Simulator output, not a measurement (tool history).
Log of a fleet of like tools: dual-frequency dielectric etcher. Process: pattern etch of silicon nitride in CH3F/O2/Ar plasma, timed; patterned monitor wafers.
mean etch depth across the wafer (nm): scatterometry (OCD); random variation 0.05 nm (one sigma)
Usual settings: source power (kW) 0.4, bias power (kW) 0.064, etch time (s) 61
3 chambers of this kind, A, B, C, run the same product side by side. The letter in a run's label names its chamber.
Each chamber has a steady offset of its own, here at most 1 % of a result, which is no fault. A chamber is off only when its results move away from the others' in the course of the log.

run	day	source power (kW)	bias power (kW)	etch time (s)	hours since the last wet clean	hours since the last source power generator calibration	hours since the last bias power generator calibration	read-back reference wafer on the same gauge, depth_nm	mean etch depth across the wafer (nm)
1C	0.125	0.4	0.064	61	85.6	1021.8	1305.9	49.08	41.045
2B	0.262	0.4	0.064	61	470.3	1224.4	1928	49.113	40.696
3A	0.512	0.4	0.064	61	273.9	591.3	1476.1	49.115	40.917
# day 0.583: chamber B: wet clean of the chamber
4A	0.746	0.4	0.064	61	279.5	596.9	1481.7	49.119	40.778
5C	1.004	0.4	0.064	61	106.7	1042.9	1327	49.136	41.032
6B	1.221	0.4	0.064	61	15.3	1247.4	1951	49.137	40.867
7A	1.454	0.4	0.064	61	296.5	613.9	1498.7	49.141	40.931
8C	1.654	0.4	0.064	61	122.3	1058.5	1342.6	49.152	40.997
9B	1.821	0.4	0.064	61	29.7	1261.8	1965.4	49.146	40.806
10A	2.029	0.4	0.064	61	310.3	627.7	1512.5	49.156	40.865
11B	2.275	0.4	0.064	61	40.6	1272.7	1976.3	49.171	40.83
12C	2.433	0.4	0.064	61	141	1077.2	1361.3	49.181	41.056
13B	2.646	0.4	0.064	61	49.5	1281.6	1985.2	49.193	40.812
14A	2.762	0.4	0.064	61	327.9	645.3	1530.1	49.199	40.958
15C	2.95	0.4	0.049	61	153.4	1089.6	1373.7	49.177	37.744
16A	3.138	0.4	0.049	61	336.9	654.3	1539.1	49.188	37.414
17C	3.325	0.4	0.049	61	162.4	1098.6	1382.7	49.215	37.695
18B	3.517	0.4	0.064	61	70.4	1302.5	2006.1	49.207	40.849
19A	3.742	0.4	0.064	61	351.4	668.8	1553.6	49.222	40.97
20C	3.971	0.4	0.064	61	177.9	1114.1	1398.2	49.227	41.133
21B	4.208	0.34	0.064	61	87	1319.1	2022.7	49.235	38.379
22B	4.375	0.34	0.064	61	91	1323.1	2026.7	49.237	38.363
23C	4.608	0.34	0.064	61	193.2	1129.4	1413.5	49.244	38.662
24A	4.821	0.4	0.064	61	377.3	694.7	1579.5	49.262	40.986
25B	5.062	0.4	0.064	61	107.5	1339.6	2043.2	49.247	40.859
26C	5.2	0.4	0.064	61	207.4	1143.6	1427.7	49.275	41.119
27A	5.438	0.4	0.064	61	392.1	709.5	1594.3	49.287	41.035
28C	5.6	0.4	0.064	61	217	1153.2	1437.3	49.275	41.103
29A	5.846	0.4	0.064	61	401.9	719.3	1604.1	49.274	40.959
30B	5.967	0.4	0.064	61	129.2	1361.3	2064.9	49.3	40.927
31A	6.208	0.4	0.064	61	410.6	728	1612.8	49.307	40.957
32B	6.446	0.4	0.064	61	140.7	1372.8	2076.4	49.301	40.989
33C	6.567	0.4	0.064	61	240.2	1176.4	1460.5	49.32	41.239
34B	6.738	0.4	0.064	61	147.7	1379.8	2083.4	49.319	40.965
35A	6.888	0.4	0.064	61	426.9	744.3	1629.1	49.328	41.053
36C	7.092	0.4	0.064	61	252.8	1189	1473.1	49.332	41.187
37B	7.267	0.33	0.064	61	160.4	1392.5	2096.1	49.347	38.075
38A	7.462	0.33	0.064	61	440.7	758.1	1642.9	49.338	38.174
39C	7.617	0.33	0.064	61	265.4	1201.6	1485.7	49.342	38.265

Is one chamber off against the others, does the gauge drift, or is nothing wrong? If a chamber is off, say which, and what the likeliest cause is.

The gauge drifts, so all chambers seem to drift together. No chamber is off.
Cause: gauge reads high (%) = 0.5.
